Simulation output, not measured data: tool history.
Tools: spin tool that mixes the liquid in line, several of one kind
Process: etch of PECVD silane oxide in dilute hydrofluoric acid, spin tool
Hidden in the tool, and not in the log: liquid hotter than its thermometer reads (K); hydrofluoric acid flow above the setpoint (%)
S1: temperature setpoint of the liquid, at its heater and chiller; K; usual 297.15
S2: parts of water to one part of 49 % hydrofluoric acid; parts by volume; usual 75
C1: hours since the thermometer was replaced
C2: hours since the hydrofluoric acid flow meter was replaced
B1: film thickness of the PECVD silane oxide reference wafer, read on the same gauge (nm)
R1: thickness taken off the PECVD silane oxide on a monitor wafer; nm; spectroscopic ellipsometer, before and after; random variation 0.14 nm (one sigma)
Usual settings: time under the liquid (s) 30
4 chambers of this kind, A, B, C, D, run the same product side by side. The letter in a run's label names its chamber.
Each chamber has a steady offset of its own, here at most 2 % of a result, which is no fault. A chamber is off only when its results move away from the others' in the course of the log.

{"run": "1C", "hour": 10.1, "S1": 297.15, "S2": 75, "time under the liquid (s)": 30, "C1": 52.5, "C2": 211.9, "B1": 49.999, "R1": 15.974}
{"run": "2A", "hour": 17.3, "S1": 297.15, "S2": 75, "time under the liquid (s)": 30, "C1": 2067.0, "C2": 1246.7, "B1": 49.998, "R1": 15.955}
{"run": "3B", "hour": 32.1, "S1": 297.15, "S2": 75, "time under the liquid (s)": 30, "C1": 878.2, "C2": 448.0, "B1": 50.029, "R1": 16.328}
{"run": "4D", "hour": 42.8, "S1": 297.15, "S2": 75, "time under the liquid (s)": 30, "C1": 816.2, "C2": 138.9, "B1": 49.983, "R1": 16.234}
{"run": "5C", "hour": 55.7, "S1": 297.15, "S2": 75, "time under the liquid (s)": 30, "C1": 98.1, "C2": 257.5, "B1": 50.005, "R1": 16.071}
{"run": "6D", "hour": 70.4, "S1": 297.15, "S2": 75, "time under the liquid (s)": 50, "C1": 843.8, "C2": 166.5, "B1": 49.985, "R1": 27.024}
{"run": "7A", "hour": 84.7, "S1": 297.15, "S2": 75, "time under the liquid (s)": 50, "C1": 2134.4, "C2": 1314.1, "B1": 50.002, "R1": 27.211}
{"run": "8B", "hour": 95.0, "S1": 297.15, "S2": 75, "time under the liquid (s)": 50, "C1": 941.1, "C2": 510.9, "B1": 50.001, "R1": 27.268}
{"run": "9A", "hour": 102.8, "S1": 297.15, "S2": 75, "time under the liquid (s)": 50, "C1": 2152.5, "C2": 1332.2, "B1": 50.052, "R1": 26.691}
{"run": "10D", "hour": 112.1, "S1": 301.15, "S2": 75, "time under the liquid (s)": 30, "C1": 885.5, "C2": 208.2, "B1": 49.967, "R1": 19.728}
{"run": "11C", "hour": 119.8, "S1": 301.15, "S2": 75, "time under the liquid (s)": 30, "C1": 162.2, "C2": 321.6, "B1": 49.998, "R1": 18.584}
{"run": "12B", "hour": 132.9, "S1": 301.15, "S2": 75, "time under the liquid (s)": 30, "C1": 979.0, "C2": 548.8, "B1": 49.946, "R1": 18.973}
{"run": "13A", "hour": 144.0, "S1": 301.15, "S2": 75, "time under the liquid (s)": 30, "C1": 2193.7, "C2": 1373.4, "B1": 49.948, "R1": 18.895}
{"hour": 144.9, "done": "chamber B: hydrofluoric acid flow meter replaced"}
{"run": "14B", "hour": 152.0, "S1": 294.15, "S2": 75, "time under the liquid (s)": 15, "C1": 998.1, "C2": 7.2, "B1": 50.027, "R1": 7.3605}
{"run": "15C", "hour": 160.3, "S1": 294.15, "S2": 75, "time under the liquid (s)": 15, "C1": 202.7, "C2": 362.1, "B1": 50.005, "R1": 7.0534}
{"run": "16D", "hour": 172.5, "S1": 294.15, "S2": 75, "time under the liquid (s)": 15, "C1": 945.9, "C2": 268.6, "B1": 49.99, "R1": 7.347}
{"run": "17C", "hour": 185.8, "S1": 294.15, "S2": 75, "time under the liquid (s)": 15, "C1": 228.2, "C2": 387.6, "B1": 49.993, "R1": 7.1051}
{"run": "18A", "hour": 196.0, "S1": 297.15, "S2": 75, "time under the liquid (s)": 30, "C1": 2245.7, "C2": 1425.4, "B1": 49.95, "R1": 16.251}
{"run": "19D", "hour": 204.7, "S1": 297.15, "S2": 75, "time under the liquid (s)": 30, "C1": 978.1, "C2": 300.8, "B1": 49.945, "R1": 16.744}
{"run": "20B", "hour": 213.3, "S1": 297.15, "S2": 75, "time under the liquid (s)": 30, "C1": 1059.4, "C2": 68.5, "B1": 50.023, "R1": 16.334}
{"run": "21D", "hour": 224.7, "S1": 297.15, "S2": 75, "time under the liquid (s)": 30, "C1": 998.1, "C2": 320.8, "B1": 50.002, "R1": 16.734}
{"run": "22B", "hour": 236.1, "S1": 297.15, "S2": 75, "time under the liquid (s)": 30, "C1": 1082.2, "C2": 91.3, "B1": 49.988, "R1": 16.242}
{"run": "23A", "hour": 249.5, "S1": 297.15, "S2": 100, "time under the liquid (s)": 30, "C1": 2299.2, "C2": 1478.9, "B1": 49.985, "R1": 11.493}
{"run": "24C", "hour": 257.8, "S1": 297.15, "S2": 100, "time under the liquid (s)": 30, "C1": 300.2, "C2": 459.6, "B1": 50.003, "R1": 11.586}
{"hour": 267.8, "done": "chamber C: hydrofluoric acid flow meter replaced"}
{"run": "25C", "hour": 268.6, "S1": 297.15, "S2": 100, "time under the liquid (s)": 30, "C1": 311.0, "C2": 0.9, "B1": 49.957, "R1": 11.45}
{"run": "26D", "hour": 278.7, "S1": 297.15, "S2": 100, "time under the liquid (s)": 30, "C1": 1052.1, "C2": 374.8, "B1": 49.981, "R1": 12.416}
{"run": "27B", "hour": 288.1, "S1": 297.15, "S2": 75, "time under the liquid (s)": 30, "C1": 1134.2, "C2": 143.3, "B1": 50.024, "R1": 16.668}
{"run": "28A", "hour": 296.6, "S1": 300.65, "S2": 75, "time under the liquid (s)": 45, "C1": 2346.3, "C2": 1526.0, "B1": 50.025, "R1": 27.956}
{"run": "29C", "hour": 304.3, "S1": 300.65, "S2": 75, "time under the liquid (s)": 45, "C1": 346.7, "C2": 36.6, "B1": 49.977, "R1": 27.498}
{"run": "30D", "hour": 318.9, "S1": 300.65, "S2": 75, "time under the liquid (s)": 45, "C1": 1092.3, "C2": 415.0, "B1": 50.029, "R1": 29.52}
{"run": "31A", "hour": 326.7, "S1": 300.65, "S2": 75, "time under the liquid (s)": 45, "C1": 2376.4, "C2": 1556.1, "B1": 49.969, "R1": 27.781}
{"run": "32B", "hour": 335.9, "S1": 297.15, "S2": 75, "time under the liquid (s)": 30, "C1": 1182.0, "C2": 191.1, "B1": 49.992, "R1": 16.28}
{"run": "33C", "hour": 348.4, "S1": 297.15, "S2": 75, "time under the liquid (s)": 30, "C1": 390.8, "C2": 80.7, "B1": 50.016, "R1": 16.098}
{"run": "34B", "hour": 363.0, "S1": 297.15, "S2": 75, "time under the liquid (s)": 30, "C1": 1209.1, "C2": 218.2, "B1": 49.975, "R1": 16.234}
{"run": "35A", "hour": 377.6, "S1": 297.15, "S2": 75, "time under the liquid (s)": 30, "C1": 2427.3, "C2": 1607.0, "B1": 49.991, "R1": 16.299}
{"run": "36D", "hour": 387.2, "S1": 297.15, "S2": 75, "time under the liquid (s)": 30, "C1": 1160.6, "C2": 483.3, "B1": 50.009, "R1": 17.324}
{"run": "37D", "hour": 395.4, "S1": 297.15, "S2": 75, "time under the liquid (s)": 30, "C1": 1168.8, "C2": 491.5, "B1": 50.019, "R1": 17.427}
{"run": "38C", "hour": 402.4, "S1": 297.15, "S2": 75, "time under the liquid (s)": 30, "C1": 444.8, "C2": 134.7, "B1": 50.003, "R1": 16.175}

What goes on in this fleet: one chamber off, a drifting gauge, or nothing beyond the chambers' own small offsets? Name the chamber and the cause, if any.

Chamber D drifts away from the others.
Cause: liquid hotter than its thermometer reads (K) = 1.85.
The log may not tell that from: hydrofluoric acid flow above the setpoint (%).

Here are 4 candidates for chamber D's next run, each the usual settings with a change, their results left as question marks. Which one brings its results back in line with what the others give on the usual settings?
In line means no further than this from the other chambers' mean on the usual settings: R1 0.5100 nm
{"run": "39D-1", "hour": 413.2, "S1": 293.65, "S2": 75, "time under the liquid (s)": 30, "R1": "?"}
{"run": "39D-2", "hour": 413.2, "S1": 297.15, "S2": 70, "time under the liquid (s)": 30, "R1": "?"}
{"run": "39D-3", "hour": 413.2, "S1": 297.15, "S2": 75, "time under the liquid (s)": 35, "R1": "?"}
{"run": "39D-4", "hour": 413.2, "S1": 297.15, "S2": 80, "time under the liquid (s)": 30, "R1": "?"}

The other chambers' mean on the usual settings: R1 16.1450 nm
run=39D-1 R1=15.1190
run=39D-2 R1=18.7930
run=39D-3 R1=20.3130
run=39D-4 R1=16.2060
39D-4 brings the chamber back in line.
